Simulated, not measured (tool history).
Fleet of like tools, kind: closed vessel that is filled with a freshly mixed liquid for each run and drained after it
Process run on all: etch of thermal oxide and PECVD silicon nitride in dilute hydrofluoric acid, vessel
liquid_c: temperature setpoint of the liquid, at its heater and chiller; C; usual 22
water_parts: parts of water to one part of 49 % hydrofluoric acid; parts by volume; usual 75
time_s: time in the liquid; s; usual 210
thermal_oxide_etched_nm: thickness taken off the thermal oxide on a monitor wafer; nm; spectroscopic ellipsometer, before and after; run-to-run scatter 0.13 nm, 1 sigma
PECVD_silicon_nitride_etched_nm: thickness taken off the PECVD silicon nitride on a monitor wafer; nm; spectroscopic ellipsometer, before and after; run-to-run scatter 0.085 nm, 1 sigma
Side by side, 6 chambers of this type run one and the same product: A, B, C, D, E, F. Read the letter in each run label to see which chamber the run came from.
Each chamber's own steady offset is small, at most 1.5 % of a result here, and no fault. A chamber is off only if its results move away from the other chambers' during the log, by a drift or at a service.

run,hour,liquid_c,water_parts,time_s,"read-back film thickness of the thermal oxide reference wafer, read on the same gauge (nm)","read-back film thickness of the PECVD silicon nitride reference wafer, read on the same gauge (nm)",thermal_oxide_etched_nm,PECVD_silicon_nitride_etched_nm
1A,4.6,22,75,210,130.02,120,12.821,13.854
2D,13.3,22,75,210,130,120,12.782,13.656
3C,20.7,22,75,210,130,120.02,12.792,13.706
4B,30,22,75,210,130,120.01,13.025,13.884
5E,39.7,18,60,210,130.01,119.99,13.857,12.71
6F,44.8,18,60,210,130,120.02,13.896,13.075
7B,54,18,60,210,130,120.01,13.825,13.154
8D,60,18,60,210,130.01,120,13.84,12.913
9E,69.7,18,60,210,130.01,120.03,13.963,12.876
10A,77,18,60,210,130,119.97,14.01,13.163
11C,85.2,26,75,210,129.99,120.01,15.103,17.716
12F,94.8,26,75,210,130.01,119.99,15.209,18.1
13D,104.3,26,75,210,129.99,120,14.964,17.479
14A,109.2,26,75,210,129.99,120,14.964,18.104
15F,114.1,26,75,210,130,120,15.426,18.076
16C,118.8,26,75,210,130.01,120,14.952,17.785
17B,125.8,22,75,210,129.99,120.01,13.009,13.99
18E,131.6,22,100,210,129.99,119.98,9.3001,10.416
19C,139.3,22,100,210,130,120,9.3068,10.335
20D,147,22,100,210,130,119.99,9.0139,10.099
21A,152.3,22,100,210,130,120,9.3669,10.503
22B,159.7,22,100,210,129.99,119.98,9.3492,10.614
# hour 166.6: chamber F: hydrofluoric acid flow meter replaced
23F,167.5,22,100,210,129.99,120.01,9.2596,10.469
24E,172,22,75,210,130,120,12.992,13.624
25B,179.5,22,75,210,129.99,119.99,12.781,14.006
26A,188.4,22,75,210,130,120,12.865,14.101
27D,193.4,23.5,75,115,129.99,120.01,6.9315,7.9774
28F,200.8,23.5,75,115,130.01,120.02,7.513,8.4391
29C,209,23.5,75,115,130,119.99,7.4335,8.2803
30E,215.7,23.5,75,115,129.99,119.99,7.5396,8.3097
31F,222,23.5,75,115,129.99,119.98,7.4228,8.4283
32C,227.4,23.5,75,115,130.01,119.98,7.4889,8.3218
33B,234.9,22,75,210,130.01,120,12.76,14.053
34D,239.3,22,75,210,130.01,119.99,12.01,13.067
# hour 243: chamber D: thermometer replaced
35E,245.4,22,60,210,129.99,120.02,16.315,17.039
36A,254.9,22,60,210,129.99,120.01,16.366,17.256
37E,263.4,22,60,210,130.01,120.01,16.345,16.838
38D,271.5,22,60,210,130,119.96,14.998,16.112
39C,277.3,22,60,210,130.01,120.03,16.365,17.108
40A,284.6,22,60,210,130,119.98,16.627,17.347
41F,293.9,22,75,210,129.98,119.99,13.078,14.015
42B,299.4,19.5,75,260,130.01,119.97,14.21,14.615

What goes on in this fleet: one chamber off, a drifting gauge, or nothing beyond the chambers' own small offsets? Name the chamber and the cause, if any.

It is chamber D that slowly wanders off from its peers.
What lies behind it: hydrofluoric acid flow below the setpoint (%) = 7.89.

Below are 4 candidate recipes for chamber D's next run, each the usual settings with a change, their results shown as question marks. Which of them brings D's results back in line with what the other chambers give on the usual settings?
Maximum distance from the other chambers' mean on the usual settings for a result to count as in line: thermal_oxide_etched_nm 0.44 nm; PECVD_silicon_nitride_etched_nm 0.3 nm
43D-1,306.4,22,70,215,,,?,?
43D-2,306.4,22,80,205,,,?,?
43D-3,306.4,22,70,225,,,?,?
43D-4,306.4,22,80,195,,,?,?

Mean of the other chambers on the usual settings: thermal_oxide_etched_nm 12.894 nm; PECVD_silicon_nitride_etched_nm 13.829 nm
run,thermal_oxide_etched_nm,PECVD_silicon_nitride_etched_nm
43D-1,13.002,13.906
43D-2,10.684,11.611
43D-3,13.606,14.553
43D-4,10.163,11.044
The right change is 43D-1: it brings the chamber back within the allowed miss of the others.
